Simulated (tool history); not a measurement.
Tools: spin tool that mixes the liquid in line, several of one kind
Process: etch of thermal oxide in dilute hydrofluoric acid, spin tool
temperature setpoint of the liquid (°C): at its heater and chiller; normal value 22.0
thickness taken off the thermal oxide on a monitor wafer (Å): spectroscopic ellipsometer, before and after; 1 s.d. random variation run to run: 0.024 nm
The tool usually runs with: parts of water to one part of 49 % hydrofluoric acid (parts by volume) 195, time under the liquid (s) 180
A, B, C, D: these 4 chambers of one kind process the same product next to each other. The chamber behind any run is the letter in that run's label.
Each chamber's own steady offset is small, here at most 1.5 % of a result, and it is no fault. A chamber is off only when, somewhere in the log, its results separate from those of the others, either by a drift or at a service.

run   hour  temperature setpoint of the liquid (°C)  parts of water to one part of 49 % hydrofluoric acid (parts by volume)  time under the liquid (s)  hours since the thermometer was replaced  hours since the hydrofluoric acid flow meter was replaced  read-back film thickness of the thermal oxide reference wafer, read on the same gauge (nm)  thickness taken off the thermal oxide on a monitor wafer (Å)
 1C    3.1                                     22.0                                                                     195                        180                                      64.6                                                      194.2                                                                                      120.02                                                        36.240
 2B    7.3                                     22.0                                                                     195                        180                                     230.9                                                      837.3                                                                                      119.99                                                        35.959
 3A   10.4                                     22.0                                                                     195                        180                                     179.9                                                     1027.8                                                                                      120.00                                                        36.109
 4D   13.6                                     22.0                                                                     195                        180                                      36.7                                                     1536.2                                                                                      120.02                                                        35.762
 5C   16.8                                     22.0                                                                     195                        180                                      78.3                                                      207.9                                                                                      120.01                                                        35.954
 6A   20.1                                     22.0                                                                     195                        180                                     189.6                                                     1037.5                                                                                      120.00                                                        36.115
 7D   24.7                                     22.0                                                                     195                        180                                      47.8                                                     1547.3                                                                                      120.00                                                        35.907
 8B   28.8                                     17.5                                                                     195                         90                                     252.4                                                      858.8                                                                                      119.98                                                        15.263
 9B   32.7                                     17.5                                                                     195                         90                                     256.3                                                      862.7                                                                                      119.99                                                        15.255
10A   36.6                                     17.5                                                                     195                         90                                     206.1                                                     1054.0                                                                                      120.00                                                        15.145
11C   41.2                                     17.5                                                                     195                         90                                     102.7                                                      232.3                                                                                      120.00                                                        15.265
12D   44.2                                     22.0                                                                     195                        180                                      67.3                                                     1566.8                                                                                      120.00                                                        35.678
13B   49.0                                     26.0                                                                     250                        180                                     272.6                                                      879.0                                                                                      120.01                                                        30.417
14C   51.8                                     26.0                                                                     250                        180                                     113.3                                                      242.9                                                                                      119.99                                                        31.004
15D   56.3                                     26.0                                                                     250                        180                                      79.4                                                     1578.9                                                                                      119.99                                                        30.118
16A   60.4                                     26.0                                                                     250                        180                                     229.9                                                     1077.8                                                                                      120.00                                                        30.338
17A   64.3                                     22.0                                                                     195                        180                                     233.8                                                     1081.7                                                                                      119.99                                                        36.281
18B   68.4                                     22.0                                                                     195                        180                                     292.0                                                      898.4                                                                                      120.00                                                        35.785
19D   71.9                                     22.0                                                                     195                        180                                      95.0                                                     1594.5                                                                                      120.01                                                        35.477
20C   75.6                                     22.0                                                                     270                        100                                     137.1                                                      266.7                                                                                      120.00                                                        13.475
21C   79.3                                     22.0                                                                     270                        100                                     140.8                                                      270.4                                                                                      120.00                                                        13.470
22A   82.5                                     22.0                                                                     270                        100                                     252.0                                                     1099.9                                                                                      120.01                                                        13.527
23D   87.1                                     22.0                                                                     270                        100                                     110.2                                                     1609.7                                                                                      119.99                                                        13.117
24B   90.4                                     22.0                                                                     195                        180                                     314.0                                                      920.4                                                                                      120.00                                                        35.553
25D   93.0                                     22.0                                                                     195                        180                                     116.1                                                     1615.6                                                                                      120.00                                                        35.069
26A   95.4                                     22.0                                                                     195                        180                                     264.9                                                     1112.8                                                                                      120.02                                                        36.411
27C   99.4                                     27.0                                                                     195                        180                                     160.9                                                      290.5                                                                                      120.00                                                        43.294
28B  102.0                                     27.0                                                                     195                        180                                     325.6                                                      932.0                                                                                      120.01                                                        42.643
29A  104.4                                     27.0                                                                     195                        180                                     273.9                                                     1121.8                                                                                      119.99                                                        42.636
30C  106.9                                     27.0                                                                     195                        180                                     168.4                                                      298.0                                                                                      120.00                                                        43.919
31D  110.7                                     22.0                                                                     195                        180                                     133.8                                                     1633.3                                                                                      120.01                                                        35.498
32B  113.7                                     25.5                                                                     195                        180                                     337.3                                                      943.7                                                                                      120.00                                                        40.960
33D  117.9                                     25.5                                                                     195                        180                                     141.0                                                     1640.5                                                                                      119.99                                                        40.402
34A  121.4                                     25.5                                                                     195                        180                                     290.9                                                     1138.8                                                                                      120.01                                                        40.415
35B  124.3                                     25.5                                                                     195                        180                                     347.9                                                      954.3                                                                                      120.01                                                        41.236
36C  126.7                                     22.0                                                                     195                        180                                     188.2                                                      317.8                                                                                      120.01                                                        36.191
37B  130.7                                     22.0                                                                     195                        180                                     354.3                                                      960.7                                                                                      119.99                                                        36.126
38C  133.1                                     22.0                                                                     115                        110                                     194.6                                                      324.2                                                                                      120.00                                                        41.356
39A  137.2                                     22.0                                                                     115                        110                                     306.7                                                     1154.6                                                                                      119.98                                                        41.274
40D  141.6                                     22.0                                                                     115                        110                                     164.7                                                     1664.2                                                                                      120.00                                                        40.794
41A  145.0                                     22.0                                                                     115                        110                                     314.5                                                     1162.4                                                                                      120.00                                                        41.184

The same settings go to every chamber for the next run, one line per chamber below. Forecast the results for each:
42A  148.5                                     22.0                                                                     195                        180                                                                                                                                                                                                                                                              ?
42B  148.5                                     22.0                                                                     195                        180                                                                                                                                                                                                                                                              ?
42C  148.5                                     22.0                                                                     195                        180                                                                                                                                                                                                                                                              ?
42D  148.5                                     22.0                                                                     195                        180                                                                                                                                                                                                                                                              ?

run  thickness taken off the thermal oxide on a monitor wafer (Å)
42A                                                        35.906
42B                                                        35.912
42C                                                        36.307
42D                                                        35.284
